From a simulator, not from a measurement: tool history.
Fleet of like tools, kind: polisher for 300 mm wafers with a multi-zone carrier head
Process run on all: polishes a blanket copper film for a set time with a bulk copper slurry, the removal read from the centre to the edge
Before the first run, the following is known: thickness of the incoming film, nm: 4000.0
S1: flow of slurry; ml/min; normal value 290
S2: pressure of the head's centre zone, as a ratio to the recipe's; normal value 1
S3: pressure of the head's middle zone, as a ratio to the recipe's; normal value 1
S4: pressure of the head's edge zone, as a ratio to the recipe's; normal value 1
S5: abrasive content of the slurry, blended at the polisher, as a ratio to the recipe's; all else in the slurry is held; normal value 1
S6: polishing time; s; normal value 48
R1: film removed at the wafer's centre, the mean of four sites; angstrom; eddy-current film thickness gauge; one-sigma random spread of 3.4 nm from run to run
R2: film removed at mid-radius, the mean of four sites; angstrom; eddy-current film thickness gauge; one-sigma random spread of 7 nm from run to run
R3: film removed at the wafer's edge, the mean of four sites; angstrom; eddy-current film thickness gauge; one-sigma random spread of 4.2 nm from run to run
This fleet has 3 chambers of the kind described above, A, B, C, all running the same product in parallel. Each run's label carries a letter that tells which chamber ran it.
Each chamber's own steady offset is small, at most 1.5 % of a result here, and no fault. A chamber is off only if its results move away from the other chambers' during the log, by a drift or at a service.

| run | hour | S1 | S2 | S3 | S4 | S5 | S6 | R1 | R2 | R3 |
|---|---|---|---|---|---|---|---|---|---|---|
| 1A | 5.7 | 290 | 1 | 1 | 1 | 1 | 48 | 4888.9 | 4965.8 | 4877.8 |
| 2B | 14 | 290 | 1 | 1 | 1 | 1 | 48 | 4881.8 | 4804.7 | 4904.9 |
| 3C | 19.9 | 290 | 1 | 1 | 1 | 1 | 48 | 4907.6 | 4912.2 | 4810.2 |
| 4B | 26.3 | 290 | 1 | 1 | 1 | 1 | 48 | 4853.9 | 4804.1 | 4851.8 |
| 5C | 34.5 | 290 | 1 | 1 | 1 | 1 | 48 | 4919.2 | 4840.9 | 4829.7 |
|  | 34.8 | chamber B: worn pad replaced by a new one |
| 6A | 43.9 | 290 | 1 | 1 | 1 | 1 | 48 | 4866.4 | 5097.5 | 4881 |
|  | 47.3 | chamber A: centre zone pressure recalibrated |
|  | 49.8 | chamber B: slurry nozzle cleaned |
| 7B | 52.4 | 290 | 1 | 1 | 1 | 1 | 48 | 4840.6 | 4860.1 | 4859.1 |
|  | 56.4 | chamber C: worn pad replaced by a new one |
| 8C | 57.5 | 230 | 1 | 1 | 1 | 1 | 48 | 4800.3 | 4674.3 | 4705 |
|  | 60.5 | chamber B: edge zone pressure recalibrated |
| 9A | 64.5 | 230 | 1 | 1 | 1 | 1 | 48 | 4776.7 | 4707.3 | 4791.8 |
| 10C | 75.6 | 230 | 1 | 1 | 1 | 1 | 48 | 4722.4 | 4686.4 | 4791.2 |
| 11B | 84.4 | 290 | 1 | 1 | 1 | 1 | 48 | 4906.7 | 4902.2 | 4891.7 |
| 12A | 95.5 | 290 | 1 | 1 | 1 | 1 | 48 | 4808.6 | 4799.4 | 4882.5 |
| 13B | 106.2 | 290 | 1 | 1 | 1 | 1 | 48 | 4822 | 4802.1 | 4838.9 |
| 14A | 115.8 | 290 | 1 | 1 | 1 | 1 | 48 | 4819.8 | 4951.7 | 4823.2 |
| 15C | 121.1 | 290 | 1 | 1 | 1 | 1 | 48 | 4859.3 | 5024.4 | 4829.7 |
|  | 122.1 | chamber C: worn pad replaced by a new one |
| 16C | 126.8 | 290 | 1 | 1 | 1 | 1 | 48 | 4964.5 | 4987.9 | 4760.6 |
|  | 134.4 | chamber B: worn pad replaced by a new one |
| 17A | 137.7 | 290 | 1 | 1 | 1 | 1 | 48 | 4755.6 | 4826.2 | 4810.5 |
| 18B | 145.2 | 290 | 1 | 1 | 1 | 1 | 48 | 4820.4 | 4654 | 4866.2 |
| 19C | 152.3 | 290 | 0.89 | 1 | 1 | 1 | 48 | 4342.3 | 4861 | 4916.7 |
| 20A | 161.1 | 290 | 0.89 | 1 | 1 | 1 | 48 | 4203.9 | 4841.1 | 4781.9 |
| 21B | 170.2 | 290 | 0.89 | 1 | 1 | 1 | 48 | 4313 | 4831.9 | 4874.4 |
|  | 173.4 | chamber A: slurry nozzle cleaned |
| 22C | 176.3 | 290 | 1 | 1 | 1 | 1 | 48 | 4931.1 | 4851.2 | 4878.7 |
| 23A | 186.4 | 290 | 1 | 1 | 1 | 1 | 48 | 4709.5 | 4745.9 | 4631 |
| 24B | 191.5 | 290 | 1 | 1 | 1 | 1 | 48 | 4814 | 4812.6 | 4957.5 |
|  | 193.5 | chamber A: edge zone pressure recalibrated |
|  | 198.7 | chamber C: worn pad replaced by a new one |
| 25A | 202 | 290 | 1 | 1 | 1 | 1 | 48 | 4695.5 | 4700 | 4648.5 |
| 26B | 212.9 | 320 | 0.91 | 1 | 1 | 1 | 48 | 4453.4 | 4858.7 | 4908 |
|  | 219.2 | chamber B: worn pad replaced by a new one |
| 27C | 219.8 | 320 | 0.91 | 1 | 1 | 1 | 48 | 4517.9 | 4889 | 4898.8 |
| 28C | 229.7 | 320 | 0.91 | 1 | 1 | 1 | 48 | 4464.6 | 4774.3 | 4971.5 |
| 29A | 237.8 | 290 | 1 | 1 | 1 | 1 | 48 | 4629.1 | 4694.3 | 4626.8 |
| 30B | 243.8 | 290 | 1 | 1 | 1.1 | 1 | 57 | 5751.2 | 5636.4 | 6081.4 |
| 31A | 249.6 | 290 | 1 | 1 | 1.1 | 1 | 57 | 5441.4 | 5502 | 5748.9 |
| 32C | 258.3 | 290 | 1 | 1 | 1.1 | 1 | 57 | 5865.3 | 5799.4 | 6042.4 |

Is one chamber off against the others, does the gauge drift, or is nothing wrong? If a chamber is off, say which, and what the likeliest cause is.

It is chamber A that slowly wanders off from its peers.
Likeliest cause: removal rate lost through wear of the pad, % = 7.02.

Here are 4 candidates for chamber A's next run, each the usual settings with a change, their results left as question marks. Which one brings its results back in line with what the others give on the usual settings?
A result is in line if it is within this distance of the other chambers' mean on the usual settings: R1 120 angstrom; R2 240 angstrom; R3 150 angstrom
| 33A-1 | 266.4 | 290 | 0.98 | 1.02 | 0.99 | 1 | 43 | ? | ? | ? |
| 33A-2 | 266.4 | 290 | 1.01 | 0.99 | 1.01 | 1 | 51 | ? | ? | ? |
| 33A-3 | 266.4 | 290 | 1.01 | 0.98 | 1.02 | 1 | 54 | ? | ? | ? |
| 33A-4 | 266.4 | 290 | 0.99 | 1.01 | 0.99 | 1 | 45 | ? | ? | ? |

Other chambers, usual settings, mean: R1 4885.1 angstrom; R2 4857.2 angstrom; R3 4862.2 angstrom
| run | R1 | R2 | R3 |
|---|---|---|---|
| 33A-1 | 4000 | 4207.7 | 4063 |
| 33A-2 | 4901.1 | 4856.3 | 4872 |
| 33A-3 | 5189.1 | 5094.9 | 5186.3 |
| 33A-4 | 4232.2 | 4364 | 4252.6 |
The right change is 33A-2: it brings the chamber back within the allowed miss of the others.
